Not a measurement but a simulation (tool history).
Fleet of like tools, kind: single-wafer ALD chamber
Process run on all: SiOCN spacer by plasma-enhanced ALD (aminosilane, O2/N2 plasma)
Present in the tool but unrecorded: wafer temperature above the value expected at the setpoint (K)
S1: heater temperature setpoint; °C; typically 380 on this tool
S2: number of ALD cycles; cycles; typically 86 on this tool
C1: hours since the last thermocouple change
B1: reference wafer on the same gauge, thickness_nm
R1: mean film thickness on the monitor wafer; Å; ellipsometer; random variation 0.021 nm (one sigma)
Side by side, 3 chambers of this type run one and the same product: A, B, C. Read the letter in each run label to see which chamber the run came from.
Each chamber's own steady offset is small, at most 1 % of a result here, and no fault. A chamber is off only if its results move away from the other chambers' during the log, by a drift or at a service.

run   hour   S1   S2      C1      B1      R1
 1B    6.6  380   86     519  4.8938  52.636
 2C   12.5  380   86   459.9  4.8876  51.847
 3A   15.5  380   86   953.6  4.8927  51.807
 4A   21.5  380   86   959.6  4.8891  51.601
 5C   26.3  380   86   473.7  4.8908   51.83
 6B   30.3  380   86   542.7  4.8846  52.391
 7A   35.9  385   72     974  4.8885  43.306
 8B   41.8  385   72   554.2  4.8825  43.678
 9C   47.1  385   72   494.5  4.8863  43.363
10C   52.3  380   86   499.7  4.8894  51.456
11A   58.5  380   86   996.6  4.8902  51.727
12B   61.5  380   86   573.9   4.887  52.086
13B   67.5  380   86   579.9  4.8906  52.094
14C   72.1  380   86   519.5  4.8829  51.657
15A   75.9  380   86    1014  4.8934  52.013
16C   82.4  380   86   529.8   4.892  51.584
17B   86.4  380   86   598.8  4.8869  51.907
18A   90.2  380   86  1028.3   4.887  51.769
19C   93.3  370   86   540.7  4.8863   51.94
20B   96.8  370   86   609.2  4.8918  52.351
21A  103.4  370   86  1041.5   4.884  51.701
22C  108.3  380   86   555.7  4.8909  51.836
23B  111.9  380   86   624.3  4.8854  52.012
24A  115.2  380   86  1053.3  4.8915  52.004
25A  121.8  380   86  1059.9    4.89  52.191
26B  125.5  380   86   637.9  4.8897  52.061
27C  128.8  367   73   576.2  4.8942  43.889
28B  133.2  367   73   645.6  4.8923  44.302
29C  138.3  367   73   585.7  4.8898  43.992
30A  142.6  380   86  1080.7   4.889  51.228
31A  145.9  386  101    1084  4.8922  60.098
32B  151.5  386  101   663.9  4.8875  61.199
33C  156.9  386  101   604.3  4.8945  61.077
34C  163.2  380   86   610.6  4.8884  51.876
35A  167.9  380   86    1106  4.8836  51.669
36B  173.2  380   86   685.6  4.8869  51.813
37C  179.2  380   86   626.6  4.8928    52.1
38B    183  380   86   695.4  4.8887  52.217
39A  186.2  380   86  1124.3  4.8927  51.627
40A  190.5  380   86  1128.6  4.8906  51.461
41B  196.2  380   79   708.6  4.8907  48.169
42C  201.3  380   79   648.7  4.8908  47.338
43B  207.9  380   79   720.3  4.8903  47.859

Is one chamber off against the others, does the gauge drift, or is nothing wrong? If a chamber is off, say which, and what the likeliest cause is.

All chambers stay in line apart from their small fixed offsets, and the gauge does not drift.

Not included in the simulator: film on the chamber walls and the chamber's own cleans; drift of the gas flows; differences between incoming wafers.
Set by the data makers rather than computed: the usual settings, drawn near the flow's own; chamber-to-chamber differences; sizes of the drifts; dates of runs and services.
